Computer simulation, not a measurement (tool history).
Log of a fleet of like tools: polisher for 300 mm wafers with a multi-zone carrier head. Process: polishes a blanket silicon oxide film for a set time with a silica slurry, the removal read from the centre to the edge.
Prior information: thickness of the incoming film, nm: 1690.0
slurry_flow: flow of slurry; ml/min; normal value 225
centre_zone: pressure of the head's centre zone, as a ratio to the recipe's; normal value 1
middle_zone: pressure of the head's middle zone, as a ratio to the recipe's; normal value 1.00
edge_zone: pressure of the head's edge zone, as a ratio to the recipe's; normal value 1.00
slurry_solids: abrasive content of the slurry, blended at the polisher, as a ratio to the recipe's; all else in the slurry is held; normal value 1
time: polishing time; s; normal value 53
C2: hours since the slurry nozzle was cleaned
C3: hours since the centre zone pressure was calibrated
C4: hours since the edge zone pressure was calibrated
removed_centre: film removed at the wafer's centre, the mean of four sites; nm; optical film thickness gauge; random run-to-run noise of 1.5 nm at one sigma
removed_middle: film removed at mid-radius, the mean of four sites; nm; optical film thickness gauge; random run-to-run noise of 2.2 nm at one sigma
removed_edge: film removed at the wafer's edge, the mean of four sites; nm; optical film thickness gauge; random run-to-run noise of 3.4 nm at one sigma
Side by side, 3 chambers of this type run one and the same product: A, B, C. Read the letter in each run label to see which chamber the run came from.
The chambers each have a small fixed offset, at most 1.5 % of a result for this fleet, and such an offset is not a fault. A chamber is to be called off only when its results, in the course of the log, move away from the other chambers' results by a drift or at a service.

run 1B hour=6.1 | slurry_flow=225 centre_zone=1 middle_zone=1.00 edge_zone=1.00 slurry_solids=1 time=53 | wafers_polished_on_this_pad=673 C2=168.6 C3=306.0 C4=372.3 | removed_centre=241.48 removed_middle=233.06 removed_edge=232.12
run 2A hour=11.9 | slurry_flow=225 centre_zone=1 middle_zone=1.00 edge_zone=1.00 slurry_solids=1 time=53 | wafers_polished_on_this_pad=1056 C2=128.2 C3=271.1 C4=530.3 | removed_centre=233.34 removed_middle=237.98 removed_edge=239.58
run 3C hour=17.6 | slurry_flow=225 centre_zone=1 middle_zone=1.00 edge_zone=1.00 slurry_solids=1 time=53 | wafers_polished_on_this_pad=1166 C2=566.8 C3=196.8 C4=57.0 | removed_centre=235.56 removed_middle=236.73 removed_edge=233.37
run 4A hour=22.2 | slurry_flow=225 centre_zone=1 middle_zone=1.00 edge_zone=1.00 slurry_solids=1 time=53 | wafers_polished_on_this_pad=1174 C2=138.5 C3=281.4 C4=540.6 | removed_centre=237.01 removed_middle=237.96 removed_edge=240.17
run 5C hour=27.6 | slurry_flow=275 centre_zone=1 middle_zone=1.00 edge_zone=1.00 slurry_solids=1 time=53 | wafers_polished_on_this_pad=1280 C2=576.8 C3=206.8 C4=67.0 | removed_centre=244.41 removed_middle=248.01 removed_edge=232.93
run 6B hour=31.3 | slurry_flow=275 centre_zone=1 middle_zone=1.00 edge_zone=1.00 slurry_solids=1 time=53 | wafers_polished_on_this_pad=961 C2=193.8 C3=331.2 C4=397.5 | removed_centre=245.09 removed_middle=242.92 removed_edge=243.15
run 7B hour=38.1 | slurry_flow=275 centre_zone=1 middle_zone=1.00 edge_zone=1.00 slurry_solids=1 time=53 | wafers_polished_on_this_pad=1039 C2=200.6 C3=338.0 C4=404.3 | removed_centre=244.43 removed_middle=240.82 removed_edge=239.74
-- hour=40.5 chamber A: worn pad replaced by a new one
run 8A hour=41.5 | slurry_flow=225 centre_zone=1 middle_zone=1.05 edge_zone=1.00 slurry_solids=1 time=53 | wafers_polished_on_this_pad=12 C2=157.8 C3=300.7 C4=559.9 | removed_centre=237.42 removed_middle=250.40 removed_edge=233.46
run 9C hour=45.5 | slurry_flow=225 centre_zone=1 middle_zone=1.05 edge_zone=1.00 slurry_solids=1 time=53 | wafers_polished_on_this_pad=1485 C2=594.7 C3=224.7 C4=84.9 | removed_centre=235.86 removed_middle=250.72 removed_edge=233.37
-- hour=49.5 chamber C: worn pad replaced by a new one
run 10C hour=51.8 | slurry_flow=225 centre_zone=1 middle_zone=1.05 edge_zone=1.00 slurry_solids=1 time=53 | wafers_polished_on_this_pad=26 C2=601.0 C3=231.0 C4=91.2 | removed_centre=240.12 removed_middle=249.18 removed_edge=236.33
run 11A hour=58.6 | slurry_flow=225 centre_zone=1 middle_zone=1.00 edge_zone=1.00 slurry_solids=1 time=53 | wafers_polished_on_this_pad=207 C2=174.9 C3=317.8 C4=577.0 | removed_centre=232.80 removed_middle=240.97 removed_edge=234.72
run 12B hour=62.7 | slurry_flow=225 centre_zone=1 middle_zone=1.00 edge_zone=1.00 slurry_solids=1 time=53 | wafers_polished_on_this_pad=1320 C2=225.2 C3=362.6 C4=428.9 | removed_centre=237.59 removed_middle=235.97 removed_edge=236.45
run 13A hour=69.7 | slurry_flow=225 centre_zone=1 middle_zone=1.00 edge_zone=1.00 slurry_solids=1 time=53 | wafers_polished_on_this_pad=334 C2=186.0 C3=328.9 C4=588.1 | removed_centre=234.25 removed_middle=235.86 removed_edge=236.63
-- hour=72.9 chamber B: worn pad replaced by a new one
run 14B hour=73.7 | slurry_flow=225 centre_zone=1 middle_zone=1.00 edge_zone=1.00 slurry_solids=1 time=53 | wafers_polished_on_this_pad=9 C2=236.2 C3=373.6 C4=439.9 | removed_centre=238.22 removed_middle=232.07 removed_edge=231.19
run 15C hour=78.4 | slurry_flow=225 centre_zone=1 middle_zone=1.00 edge_zone=1.00 slurry_solids=1 time=53 | wafers_polished_on_this_pad=330 C2=627.6 C3=257.6 C4=117.8 | removed_centre=237.99 removed_middle=240.09 removed_edge=234.30
run 16A hour=82.9 | slurry_flow=225 centre_zone=1 middle_zone=1.00 edge_zone=1.00 slurry_solids=1 time=53 | wafers_polished_on_this_pad=485 C2=199.2 C3=342.1 C4=601.3 | removed_centre=237.77 removed_middle=235.78 removed_edge=240.64
run 17C hour=86.2 | slurry_flow=170 centre_zone=1 middle_zone=1.00 edge_zone=1.00 slurry_solids=1 time=61 | wafers_polished_on_this_pad=419 C2=635.4 C3=265.4 C4=125.6 | removed_centre=261.19 removed_middle=264.52 removed_edge=262.01
run 18B hour=91.8 | slurry_flow=170 centre_zone=1 middle_zone=1.00 edge_zone=1.00 slurry_solids=1 time=61 | wafers_polished_on_this_pad=216 C2=254.3 C3=391.7 C4=458.0 | removed_centre=261.76 removed_middle=260.77 removed_edge=265.47
run 19C hour=96.0 | slurry_flow=170 centre_zone=1 middle_zone=1.00 edge_zone=1.00 slurry_solids=1 time=61 | wafers_polished_on_this_pad=531 C2=645.2 C3=275.2 C4=135.4 | removed_centre=262.01 removed_middle=264.52 removed_edge=264.43
-- hour=99.8 chamber C: slurry nozzle cleaned
run 20B hour=101.7 | slurry_flow=225 centre_zone=1 middle_zone=1.00 edge_zone=1.00 slurry_solids=1 time=53 | wafers_polished_on_this_pad=329 C2=264.2 C3=401.6 C4=467.9 | removed_centre=237.13 removed_middle=232.96 removed_edge=237.67
run 21A hour=106.9 | slurry_flow=225 centre_zone=1 middle_zone=1.00 edge_zone=1.00 slurry_solids=1 time=53 | wafers_polished_on_this_pad=759 C2=223.2 C3=366.1 C4=625.3 | removed_centre=237.75 removed_middle=241.54 removed_edge=239.82
run 22C hour=112.7 | slurry_flow=225 centre_zone=1 middle_zone=1.00 edge_zone=1.00 slurry_solids=1 time=53 | wafers_polished_on_this_pad=722 C2=13.0 C3=291.9 C4=152.1 | removed_centre=238.17 removed_middle=239.00 removed_edge=235.30
run 23B hour=116.1 | slurry_flow=225 centre_zone=1 middle_zone=1.00 edge_zone=0.95 slurry_solids=1 time=53 | wafers_polished_on_this_pad=494 C2=278.6 C3=416.0 C4=482.3 | removed_centre=238.35 removed_middle=231.61 removed_edge=226.56
run 24A hour=120.3 | slurry_flow=225 centre_zone=1 middle_zone=1.00 edge_zone=0.95 slurry_solids=1 time=53 | wafers_polished_on_this_pad=912 C2=236.6 C3=379.5 C4=638.7 | removed_centre=235.50 removed_middle=237.24 removed_edge=237.06
run 25B hour=126.1 | slurry_flow=225 centre_zone=1 middle_zone=1.00 edge_zone=0.95 slurry_solids=1 time=53 | wafers_polished_on_this_pad=608 C2=288.6 C3=426.0 C4=492.3 | removed_centre=238.79 removed_middle=233.27 removed_edge=232.65
run 26A hour=131.6 | slurry_flow=225 centre_zone=1 middle_zone=1.00 edge_zone=1.00 slurry_solids=1 time=53 | wafers_polished_on_this_pad=1041 C2=247.9 C3=390.8 C4=650.0 | removed_centre=235.84 removed_middle=237.00 removed_edge=241.45
run 27C hour=136.5 | slurry_flow=225 centre_zone=1 middle_zone=1.00 edge_zone=1.00 slurry_solids=1 time=53 | wafers_polished_on_this_pad=994 C2=36.8 C3=315.7 C4=175.9 | removed_centre=240.09 removed_middle=236.03 removed_edge=234.04
run 28B hour=141.2 | slurry_flow=225 centre_zone=1 middle_zone=1.00 edge_zone=1.00 slurry_solids=1 time=53 | wafers_polished_on_this_pad=780 C2=303.7 C3=441.1 C4=507.4 | removed_centre=239.50 removed_middle=235.28 removed_edge=234.83
run 29C hour=148.0 | slurry_flow=225 centre_zone=1 middle_zone=1.00 edge_zone=1.00 slurry_solids=1 time=53 | wafers_polished_on_this_pad=1125 C2=48.3 C3=327.2 C4=187.4 | removed_centre=237.23 removed_middle=237.10 removed_edge=239.70
-- hour=152.4 chamber A: worn pad replaced by a new one
run 30A hour=153.0 | slurry_flow=225 centre_zone=1 middle_zone=1.00 edge_zone=1.00 slurry_solids=1 time=53 | wafers_polished_on_this_pad=7 C2=269.3 C3=412.2 C4=671.4 | removed_centre=236.71 removed_middle=240.12 removed_edge=237.77
run 31A hour=157.9 | slurry_flow=225 centre_zone=1 middle_zone=0.92 edge_zone=0.94 slurry_solids=1 time=53 | wafers_polished_on_this_pad=63 C2=274.2 C3=417.1 C4=676.3 | removed_centre=236.81 removed_middle=217.69 removed_edge=235.03
run 32C hour=161.6 | slurry_flow=225 centre_zone=1 middle_zone=0.92 edge_zone=0.94 slurry_solids=1 time=53 | wafers_polished_on_this_pad=1281 C2=61.9 C3=340.8 C4=201.0 | removed_centre=239.83 removed_middle=218.72 removed_edge=234.09
run 33B hour=165.0 | slurry_flow=225 centre_zone=1 middle_zone=0.92 edge_zone=0.94 slurry_solids=1 time=53 | wafers_polished_on_this_pad=1052 C2=327.5 C3=464.9 C4=531.2 | removed_centre=236.08 removed_middle=215.83 removed_edge=228.02
-- hour=165.3 chamber C: worn pad replaced by a new one
run 34A hour=171.7 | slurry_flow=225 centre_zone=1 middle_zone=1.00 edge_zone=1.00 slurry_solids=1 time=53 | wafers_polished_on_this_pad=221 C2=288.0 C3=430.9 C4=690.1 | removed_centre=237.04 removed_middle=240.59 removed_edge=241.33
-- hour=173.8 chamber B: worn pad replaced by a new one
run 35C hour=175.4 | slurry_flow=225 centre_zone=1 middle_zone=1.08 edge_zone=1.00 slurry_solids=1 time=53 | wafers_polished_on_this_pad=116 C2=75.7 C3=354.6 C4=214.8 | removed_centre=238.50 removed_middle=253.91 removed_edge=242.38
run 36B hour=181.2 | slurry_flow=225 centre_zone=1 middle_zone=1.08 edge_zone=1.00 slurry_solids=1 time=53 | wafers_polished_on_this_pad=85 C2=343.7 C3=481.1 C4=547.4 | removed_centre=238.66 removed_middle=252.75 removed_edge=239.89
run 37A hour=186.5 | slurry_flow=225 centre_zone=1 middle_zone=1.08 edge_zone=1.00 slurry_solids=1 time=53 | wafers_polished_on_this_pad=390 C2=302.8 C3=445.7 C4=704.9 | removed_centre=238.43 removed_middle=254.72 removed_edge=238.43
run 38B hour=189.6 | slurry_flow=225 centre_zone=1 middle_zone=1.00 edge_zone=1.00 slurry_solids=1 time=53 | wafers_polished_on_this_pad=181 C2=352.1 C3=489.5 C4=555.8 | removed_centre=238.77 removed_middle=234.05 removed_edge=233.89
run 39C hour=193.8 | slurry_flow=225 centre_zone=1 middle_zone=1.00 edge_zone=1.00 slurry_solids=1 time=53 | wafers_polished_on_this_pad=326 C2=94.1 C3=373.0 C4=233.2 | removed_centre=238.69 removed_middle=236.75 removed_edge=235.96

All chambers now run identical settings, listed one chamber a line with results as question marks. What results will each chamber show?
run 40A hour=198.9 | slurry_flow=225 centre_zone=1 middle_zone=1.00 edge_zone=1.00 slurry_solids=1 time=53 | removed_centre=? removed_middle=? removed_edge=?
run 40B hour=198.9 | slurry_flow=225 centre_zone=1 middle_zone=1.00 edge_zone=1.00 slurry_solids=1 time=53 | removed_centre=? removed_middle=? removed_edge=?
run 40C hour=198.9 | slurry_flow=225 centre_zone=1 middle_zone=1.00 edge_zone=1.00 slurry_solids=1 time=53 | removed_centre=? removed_middle=? removed_edge=?

run=40A removed_centre=236.79 removed_middle=237.65 removed_edge=239.32
run=40B removed_centre=239.02 removed_middle=235.95 removed_edge=232.55
run=40C removed_centre=241.60 removed_middle=242.24 removed_edge=233.57
